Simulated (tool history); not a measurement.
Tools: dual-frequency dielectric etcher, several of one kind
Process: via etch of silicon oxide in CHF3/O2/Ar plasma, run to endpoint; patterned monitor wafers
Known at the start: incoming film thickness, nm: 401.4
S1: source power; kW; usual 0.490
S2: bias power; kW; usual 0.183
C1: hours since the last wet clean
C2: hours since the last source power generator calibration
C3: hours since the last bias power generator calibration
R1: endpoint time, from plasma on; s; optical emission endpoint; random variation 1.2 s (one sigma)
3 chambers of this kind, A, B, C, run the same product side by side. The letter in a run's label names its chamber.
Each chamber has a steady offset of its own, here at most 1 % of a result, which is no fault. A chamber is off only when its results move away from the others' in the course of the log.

run 1C hour=7.4 | S1=0.490 S2=0.183 | C1=290.9 C2=2128.3 C3=3978.3 | R1=218.40
run 2A hour=12.2 | S1=0.490 S2=0.183 | C1=399.9 C2=3310.4 C3=2181.6 | R1=216.72
run 3B hour=19.4 | S1=0.490 S2=0.183 | C1=391.5 C2=2483.5 C3=1169.6 | R1=218.11
run 4A hour=29.8 | S1=0.490 S2=0.183 | C1=417.5 C2=3328.0 C3=2199.2 | R1=218.13
run 5B hour=37.0 | S1=0.490 S2=0.183 | C1=409.1 C2=2501.1 C3=1187.2 | R1=215.33
run 6C hour=42.7 | S1=0.490 S2=0.183 | C1=326.2 C2=2163.6 C3=4013.6 | R1=219.26
run 7A hour=50.5 | S1=0.490 S2=0.183 | C1=438.2 C2=3348.7 C3=2219.9 | R1=218.79
run 8C hour=55.2 | S1=0.490 S2=0.183 | C1=338.7 C2=2176.1 C3=4026.1 | R1=220.78
run 9B hour=61.7 | S1=0.490 S2=0.183 | C1=433.8 C2=2525.8 C3=1211.9 | R1=217.06
run 10C hour=68.1 | S1=0.490 S2=0.183 | C1=351.6 C2=2189.0 C3=4039.0 | R1=219.08
run 11A hour=76.9 | S1=0.490 S2=0.183 | C1=464.6 C2=3375.1 C3=2246.3 | R1=216.18
run 12B hour=83.8 | S1=0.490 S2=0.183 | C1=455.9 C2=2547.9 C3=1234.0 | R1=215.71
run 13C hour=92.5 | S1=0.490 S2=0.183 | C1=376.0 C2=2213.4 C3=4063.4 | R1=221.17
run 14B hour=99.9 | S1=0.490 S2=0.183 | C1=472.0 C2=2564.0 C3=1250.1 | R1=218.54
run 15A hour=108.1 | S1=0.490 S2=0.183 | C1=495.8 C2=3406.3 C3=2277.5 | R1=215.81
run 16B hour=114.2 | S1=0.490 S2=0.183 | C1=486.3 C2=2578.3 C3=1264.4 | R1=216.25
run 17C hour=121.9 | S1=0.490 S2=0.183 | C1=405.4 C2=2242.8 C3=4092.8 | R1=221.55
run 18A hour=129.8 | S1=0.490 S2=0.183 | C1=517.5 C2=3428.0 C3=2299.2 | R1=220.02
-- hour=131.8 chamber C: wet clean of the chamber
run 19A hour=140.2 | S1=0.580 S2=0.183 | C1=527.9 C2=3438.4 C3=2309.6 | R1=203.20
run 20B hour=146.2 | S1=0.580 S2=0.183 | C1=518.3 C2=2610.3 C3=1296.4 | R1=205.12
run 21C hour=151.6 | S1=0.580 S2=0.183 | C1=19.8 C2=2272.5 C3=4122.5 | R1=211.94
run 22A hour=160.9 | S1=0.490 S2=0.183 | C1=548.6 C2=3459.1 C3=2330.3 | R1=216.48
run 23B hour=170.6 | S1=0.490 S2=0.183 | C1=542.7 C2=2634.7 C3=1320.8 | R1=218.47
run 24C hour=176.4 | S1=0.490 S2=0.183 | C1=44.6 C2=2297.3 C3=4147.3 | R1=230.24
run 25C hour=182.3 | S1=0.490 S2=0.183 | C1=50.5 C2=2303.2 C3=4153.2 | R1=227.91
run 26A hour=188.8 | S1=0.490 S2=0.183 | C1=576.5 C2=3487.0 C3=2358.2 | R1=216.91
run 27B hour=194.3 | S1=0.560 S2=0.142 | C1=566.4 C2=2658.4 C3=1344.5 | R1=225.58
run 28B hour=203.0 | S1=0.560 S2=0.142 | C1=575.1 C2=2667.1 C3=1353.2 | R1=224.37
run 29C hour=209.3 | S1=0.560 S2=0.142 | C1=77.5 C2=2330.2 C3=4180.2 | R1=236.00
run 30A hour=214.6 | S1=0.550 S2=0.183 | C1=602.3 C2=3512.8 C3=2384.0 | R1=209.65
run 31A hour=224.4 | S1=0.550 S2=0.183 | C1=612.1 C2=3522.6 C3=2393.8 | R1=207.64
run 32C hour=232.4 | S1=0.550 S2=0.183 | C1=100.6 C2=2353.3 C3=4203.3 | R1=219.91
run 33B hour=237.9 | S1=0.490 S2=0.183 | C1=610.0 C2=2702.0 C3=1388.1 | R1=217.79

Is one chamber off against the others, does the gauge drift, or is nothing wrong? If a chamber is off, say which, and what the likeliest cause is.

A service left chamber C off against the others.
Cause: etch rate under this chamber's usual, % = 4.26.

Here are 4 candidates for chamber C's next run, each the usual settings with a change, their results left as question marks. Which one brings its results back in line with what the others give on the usual settings?
In line means no further than this from the other chambers' mean on the usual settings: R1 4.10 s
run 34C-1 hour=245.6 | S1=0.490 S2=0.236 | R1=?
run 34C-2 hour=245.6 | S1=0.490 S2=0.213 | R1=?
run 34C-3 hour=245.6 | S1=0.430 S2=0.161 | R1=?
run 34C-4 hour=245.6 | S1=0.420 S2=0.183 | R1=?

The other chambers' mean on the usual settings: R1 216.86 s
run=34C-1 R1=209.02
run=34C-2 R1=216.71
run=34C-3 R1=250.54
run=34C-4 R1=242.08
34C-2 brings the chamber back in line.
